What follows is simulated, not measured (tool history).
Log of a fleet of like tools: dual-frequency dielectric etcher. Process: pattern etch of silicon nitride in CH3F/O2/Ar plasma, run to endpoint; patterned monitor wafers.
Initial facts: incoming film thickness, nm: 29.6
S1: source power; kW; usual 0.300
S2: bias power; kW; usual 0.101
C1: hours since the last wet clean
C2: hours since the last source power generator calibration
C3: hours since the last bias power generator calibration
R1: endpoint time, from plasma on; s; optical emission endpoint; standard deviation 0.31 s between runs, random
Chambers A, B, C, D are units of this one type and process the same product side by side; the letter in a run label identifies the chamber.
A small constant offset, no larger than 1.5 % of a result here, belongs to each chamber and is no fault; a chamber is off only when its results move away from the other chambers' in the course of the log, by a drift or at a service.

run	hour	S1	S2	C1	C2	C3	R1
1D	12.3	0.300	0.101	98.0	1535.1	2084.4	42.160
2A	25.5	0.300	0.101	66.6	255.8	1300.0	42.404
3B	32.7	0.300	0.101	327.5	577.5	1797.4	42.091
4C	44.5	0.300	0.101	367.8	1445.0	3328.8	42.824
5A	54.0	0.300	0.101	95.1	284.3	1328.5	41.872
# hour 64.9: chamber C: wet clean of the chamber
6D	68.5	0.300	0.101	154.2	1591.3	2140.6	42.056
7C	79.0	0.300	0.101	14.2	1479.5	3363.3	43.101
8B	90.1	0.270	0.115	384.9	634.9	1854.8	42.181
9A	102.9	0.270	0.115	144.0	333.2	1377.4	42.056
10C	114.3	0.270	0.115	49.5	1514.8	3398.6	42.011
11B	128.3	0.270	0.115	423.1	673.1	1893.0	41.796
12D	139.9	0.300	0.101	225.6	1662.7	2212.0	42.424
13C	153.3	0.300	0.101	88.5	1553.8	3437.6	43.164
14D	166.5	0.300	0.101	252.2	1689.3	2238.6	42.430
15B	174.0	0.300	0.101	468.8	718.8	1938.7	42.554
16A	184.0	0.300	0.101	225.1	414.3	1458.5	42.498
17B	193.1	0.300	0.101	487.9	737.9	1957.8	42.505
18C	206.6	0.300	0.101	141.8	1607.1	3490.9	42.759
19A	218.2	0.300	0.101	259.3	448.5	1492.7	42.686
20D	231.3	0.300	0.101	317.0	1754.1	2303.4	42.144
21A	244.2	0.300	0.101	285.3	474.5	1518.7	42.634
22C	255.8	0.300	0.101	191.0	1656.3	3540.1	43.272
23D	268.5	0.300	0.101	354.2	1791.3	2340.6	42.200
24B	281.6	0.300	0.101	576.4	826.4	2046.3	41.363
25D	295.1	0.300	0.101	380.8	1817.9	2367.2	42.419
26B	304.9	0.350	0.101	599.7	849.7	2069.6	39.439
27C	320.4	0.350	0.101	255.6	1720.9	3604.7	41.073
28A	328.5	0.350	0.101	369.6	558.8	1603.0	40.242
# hour 332.7: chamber D: wet clean of the chamber
29A	339.8	0.350	0.101	380.9	570.1	1614.3	39.645
30B	349.2	0.300	0.101	644.0	894.0	2113.9	41.723
31D	356.3	0.300	0.101	23.6	1879.1	2428.4	42.128
32C	367.0	0.300	0.093	302.2	1767.5	3651.3	44.063
33A	376.7	0.300	0.093	417.8	607.0	1651.2	43.641
34D	392.1	0.300	0.093	59.4	1914.9	2464.2	43.775
35B	399.6	0.300	0.093	694.4	944.4	2164.3	42.754
36C	409.9	0.300	0.101	345.1	1810.4	3694.2	42.676
37C	422.9	0.300	0.101	358.1	1823.4	3707.2	42.847
38D	433.9	0.300	0.101	101.2	1956.7	2506.0	42.649
39B	444.6	0.300	0.101	739.4	989.4	2209.3	40.087

Next, every chamber runs the same settings. What will each give?
40A	456.0	0.300	0.085				?
40B	456.0	0.300	0.085				?
40C	456.0	0.300	0.085				?
40D	456.0	0.300	0.085				?

run	R1
40A	45.658
40B	43.363
40C	45.594
40D	45.373

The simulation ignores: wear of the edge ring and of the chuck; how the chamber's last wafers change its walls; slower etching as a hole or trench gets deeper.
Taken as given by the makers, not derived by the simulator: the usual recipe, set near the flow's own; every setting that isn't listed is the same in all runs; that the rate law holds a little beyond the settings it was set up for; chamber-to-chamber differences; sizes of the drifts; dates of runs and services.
